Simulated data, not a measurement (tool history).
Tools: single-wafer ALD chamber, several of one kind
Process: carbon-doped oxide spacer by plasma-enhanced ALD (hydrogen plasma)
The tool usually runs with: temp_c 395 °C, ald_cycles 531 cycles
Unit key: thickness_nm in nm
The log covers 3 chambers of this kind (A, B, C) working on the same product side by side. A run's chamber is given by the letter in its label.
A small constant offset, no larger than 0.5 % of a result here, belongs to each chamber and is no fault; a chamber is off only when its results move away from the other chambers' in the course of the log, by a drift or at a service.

run,hour,temp_c,ald_cycles,hours since the last thermocouple change,"read-back reference wafer on the same gauge, thickness_nm",thickness_nm
1A,4,395,531,2005.9,28.803,26.502
2B,6.9,395,531,282,28.787,26.505
3C,10,395,531,219.5,28.775,26.451
4B,12.5,395,531,287.6,28.793,26.601
5A,15.9,395,531,2017.8,28.773,26.47
6C,20.2,395,531,229.7,28.762,26.405
7B,22.5,395,531,297.6,28.76,26.557
8C,26.3,395,531,235.8,28.734,26.379
9A,31.3,395,531,2033.2,28.735,26.477
10A,35.9,395,531,2037.8,28.734,26.37
11B,40.9,395,531,316,28.725,26.51
12C,45.1,395,531,254.6,28.721,26.437
13C,49.4,395,531,258.9,28.711,26.408
14A,54.1,395,531,2056,28.704,26.428
15B,56.5,395,531,331.6,28.688,26.421
16C,59.7,395,531,269.2,28.692,26.379
17B,63.2,402,531,338.3,28.69,26.248
18A,66.9,402,531,2068.8,28.685,25.827
19A,70.7,402,531,2072.6,28.658,25.809
20B,73.3,395,531,348.4,28.659,26.443
21C,78.3,395,531,287.8,28.651,26.312
22A,81.7,395,531,2083.6,28.647,26.434
23C,85.9,395,531,295.4,28.646,26.339
24B,88.8,409,623,363.9,28.644,30.148
25A,92.1,409,623,2094,28.636,29.575
26B,95.3,409,623,370.4,28.618,30.094
27C,98.8,383,531,308.3,28.61,26.365
28B,103.2,383,531,378.3,28.605,26.368
29A,106,383,531,2107.9,28.595,26.243

Is one chamber out of step, is the gauge drifting, or do the chambers differ by no more than their own small offsets? For an off chamber, give its letter and the likeliest cause.

The shared gauge is drifting. All chambers look as if they move in step, but none is off.
Likeliest cause: gauge reads low (%) = 0.716.

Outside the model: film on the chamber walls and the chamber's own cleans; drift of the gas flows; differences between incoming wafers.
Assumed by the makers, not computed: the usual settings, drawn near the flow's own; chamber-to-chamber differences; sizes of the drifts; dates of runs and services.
